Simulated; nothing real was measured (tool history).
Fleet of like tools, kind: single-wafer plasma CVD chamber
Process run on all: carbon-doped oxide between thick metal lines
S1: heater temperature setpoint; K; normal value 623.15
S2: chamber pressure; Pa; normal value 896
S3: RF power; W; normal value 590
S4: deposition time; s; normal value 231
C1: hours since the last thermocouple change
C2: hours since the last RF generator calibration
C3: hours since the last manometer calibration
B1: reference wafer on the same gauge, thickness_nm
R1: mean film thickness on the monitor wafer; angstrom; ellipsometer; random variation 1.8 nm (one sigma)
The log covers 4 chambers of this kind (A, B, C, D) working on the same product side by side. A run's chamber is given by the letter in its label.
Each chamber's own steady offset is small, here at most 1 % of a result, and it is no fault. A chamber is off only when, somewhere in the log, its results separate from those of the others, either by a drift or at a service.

{"run": "1B", "hour": 7.7, "S1": 623.15, "S2": 896, "S3": 590, "S4": 231, "C1": 126.6, "C2": 618.9, "C3": 682.1, "B1": 1090.2, "R1": 13270}
{"run": "2D", "hour": 13.5, "S1": 623.15, "S2": 896, "S3": 590, "S4": 231, "C1": 2688.4, "C2": 743.9, "C3": 556.6, "B1": 1090.0, "R1": 13332}
{"run": "3A", "hour": 25.9, "S1": 623.15, "S2": 896, "S3": 590, "S4": 231, "C1": 2177.3, "C2": 465.1, "C3": 1484.3, "B1": 1090.7, "R1": 13283}
{"run": "4C", "hour": 33.9, "S1": 623.15, "S2": 896, "S3": 590, "S4": 231, "C1": 1611.0, "C2": 2147.2, "C3": 1346.0, "B1": 1090.3, "R1": 13261}
{"run": "5A", "hour": 45.2, "S1": 623.15, "S2": 896, "S3": 590, "S4": 231, "C1": 2196.6, "C2": 484.4, "C3": 1503.6, "B1": 1090.3, "R1": 13295}
{"run": "6B", "hour": 58.3, "S1": 623.15, "S2": 896, "S3": 590, "S4": 231, "C1": 177.2, "C2": 669.5, "C3": 732.7, "B1": 1090.7, "R1": 13245}
{"run": "7C", "hour": 64.5, "S1": 623.15, "S2": 896, "S3": 590, "S4": 231, "C1": 1641.6, "C2": 2177.8, "C3": 1376.6, "B1": 1090.8, "R1": 13234}
{"run": "8D", "hour": 77.9, "S1": 623.15, "S2": 764, "S3": 590, "S4": 195, "C1": 2752.8, "C2": 808.3, "C3": 621.0, "B1": 1091.1, "R1": 11082}
{"run": "9C", "hour": 88.4, "S1": 623.15, "S2": 764, "S3": 590, "S4": 195, "C1": 1665.5, "C2": 2201.7, "C3": 1400.5, "B1": 1091.4, "R1": 11013}
{"run": "10D", "hour": 94.7, "S1": 623.15, "S2": 764, "S3": 590, "S4": 195, "C1": 2769.6, "C2": 825.1, "C3": 637.8, "B1": 1091.4, "R1": 11107}
{"run": "11B", "hour": 105.3, "S1": 623.15, "S2": 764, "S3": 590, "S4": 195, "C1": 224.2, "C2": 716.5, "C3": 779.7, "B1": 1091.8, "R1": 11003}
{"hour": 110.9, "done": "chamber C: RF generator calibrated"}
{"run": "12A", "hour": 112.6, "S1": 623.15, "S2": 896, "S3": 590, "S4": 231, "C1": 2264.0, "C2": 551.8, "C3": 1571.0, "B1": 1091.5, "R1": 13336}
{"run": "13C", "hour": 119.8, "S1": 623.15, "S2": 896, "S3": 590, "S4": 231, "C1": 1696.9, "C2": 9.0, "C3": 1431.9, "B1": 1092.0, "R1": 13273}
{"run": "14D", "hour": 127.3, "S1": 623.15, "S2": 896, "S3": 590, "S4": 231, "C1": 2802.2, "C2": 857.7, "C3": 670.4, "B1": 1092.5, "R1": 13405}
{"run": "15B", "hour": 135.2, "S1": 623.15, "S2": 896, "S3": 590, "S4": 231, "C1": 254.1, "C2": 746.4, "C3": 809.6, "B1": 1092.0, "R1": 13263}
{"run": "16A", "hour": 143.2, "S1": 623.15, "S2": 896, "S3": 590, "S4": 231, "C1": 2294.6, "C2": 582.4, "C3": 1601.6, "B1": 1092.5, "R1": 13362}
{"run": "17B", "hour": 155.7, "S1": 623.15, "S2": 896, "S3": 520, "S4": 231, "C1": 274.6, "C2": 766.9, "C3": 830.1, "B1": 1093.1, "R1": 12297}
{"run": "18A", "hour": 165.4, "S1": 623.15, "S2": 896, "S3": 520, "S4": 231, "C1": 2316.8, "C2": 604.6, "C3": 1623.8, "B1": 1093.0, "R1": 12358}
{"run": "19D", "hour": 176.3, "S1": 623.15, "S2": 896, "S3": 520, "S4": 231, "C1": 2851.2, "C2": 906.7, "C3": 719.4, "B1": 1093.0, "R1": 12386}
{"run": "20C", "hour": 185.7, "S1": 623.15, "S2": 896, "S3": 520, "S4": 231, "C1": 1762.8, "C2": 74.9, "C3": 1497.8, "B1": 1093.1, "R1": 12289}
{"run": "21B", "hour": 197.3, "S1": 623.15, "S2": 896, "S3": 590, "S4": 231, "C1": 316.2, "C2": 808.5, "C3": 871.7, "B1": 1093.3, "R1": 13277}
{"run": "22D", "hour": 203.6, "S1": 623.15, "S2": 896, "S3": 590, "S4": 200, "C1": 2878.5, "C2": 934.0, "C3": 746.7, "B1": 1093.8, "R1": 11621}
{"run": "23A", "hour": 215.1, "S1": 623.15, "S2": 896, "S3": 590, "S4": 200, "C1": 2366.5, "C2": 654.3, "C3": 1673.5, "B1": 1094.0, "R1": 11525}
{"hour": 218.0, "done": "chamber D: thermocouple changed; heater temperature recalibrated"}
{"run": "24C", "hour": 226.4, "S1": 623.15, "S2": 896, "S3": 590, "S4": 200, "C1": 1803.5, "C2": 115.6, "C3": 1538.5, "B1": 1093.9, "R1": 11560}
{"run": "25A", "hour": 236.2, "S1": 623.15, "S2": 896, "S3": 590, "S4": 200, "C1": 2387.6, "C2": 675.4, "C3": 1694.6, "B1": 1094.1, "R1": 11560}
{"run": "26D", "hour": 244.3, "S1": 623.15, "S2": 896, "S3": 590, "S4": 231, "C1": 26.3, "C2": 974.7, "C3": 787.4, "B1": 1094.1, "R1": 13402}
{"run": "27B", "hour": 254.4, "S1": 623.15, "S2": 896, "S3": 590, "S4": 231, "C1": 373.3, "C2": 865.6, "C3": 928.8, "B1": 1094.2, "R1": 13269}
{"run": "28C", "hour": 262.1, "S1": 623.15, "S2": 896, "S3": 590, "S4": 231, "C1": 1839.2, "C2": 151.3, "C3": 1574.2, "B1": 1094.7, "R1": 13336}
{"run": "29D", "hour": 268.2, "S1": 623.15, "S2": 896, "S3": 590, "S4": 231, "C1": 50.2, "C2": 998.6, "C3": 811.3, "B1": 1094.9, "R1": 13399}
{"run": "30A", "hour": 277.6, "S1": 623.15, "S2": 896, "S3": 590, "S4": 231, "C1": 2429.0, "C2": 716.8, "C3": 1736.0, "B1": 1094.6, "R1": 13372}
{"run": "31C", "hour": 289.8, "S1": 623.15, "S2": 896, "S3": 590, "S4": 231, "C1": 1866.9, "C2": 179.0, "C3": 1601.9, "B1": 1094.9, "R1": 13306}
{"run": "32B", "hour": 302.8, "S1": 623.15, "S2": 896, "S3": 590, "S4": 231, "C1": 421.7, "C2": 914.0, "C3": 977.2, "B1": 1094.9, "R1": 13294}
{"run": "33D", "hour": 312.6, "S1": 623.15, "S2": 896, "S3": 590, "S4": 231, "C1": 94.6, "C2": 1043.0, "C3": 855.7, "B1": 1094.9, "R1": 13431}
{"run": "34C", "hour": 326.1, "S1": 623.15, "S2": 823, "S3": 665, "S4": 231, "C1": 1903.2, "C2": 215.3, "C3": 1638.2, "B1": 1095.7, "R1": 14212}
{"run": "35A", "hour": 338.3, "S1": 623.15, "S2": 823, "S3": 665, "S4": 231, "C1": 2489.7, "C2": 777.5, "C3": 1796.7, "B1": 1096.1, "R1": 14211}
{"run": "36B", "hour": 347.0, "S1": 623.15, "S2": 823, "S3": 665, "S4": 231, "C1": 465.9, "C2": 958.2, "C3": 1021.4, "B1": 1096.0, "R1": 14125}

Next, all 4 chambers run the settings below, one line each with question marks for the results. What does each chamber give?
{"run": "37A", "hour": 356.6, "S1": 623.15, "S2": 896, "S3": 590, "S4": 231, "R1": "?"}
{"run": "37B", "hour": 356.6, "S1": 623.15, "S2": 896, "S3": 590, "S4": 231, "R1": "?"}
{"run": "37C", "hour": 356.6, "S1": 623.15, "S2": 896, "S3": 590, "S4": 231, "R1": "?"}
{"run": "37D", "hour": 356.6, "S1": 623.15, "S2": 896, "S3": 590, "S4": 231, "R1": "?"}

run=37A R1=13363
run=37B R1=13316
run=37C R1=13344
run=37D R1=13426
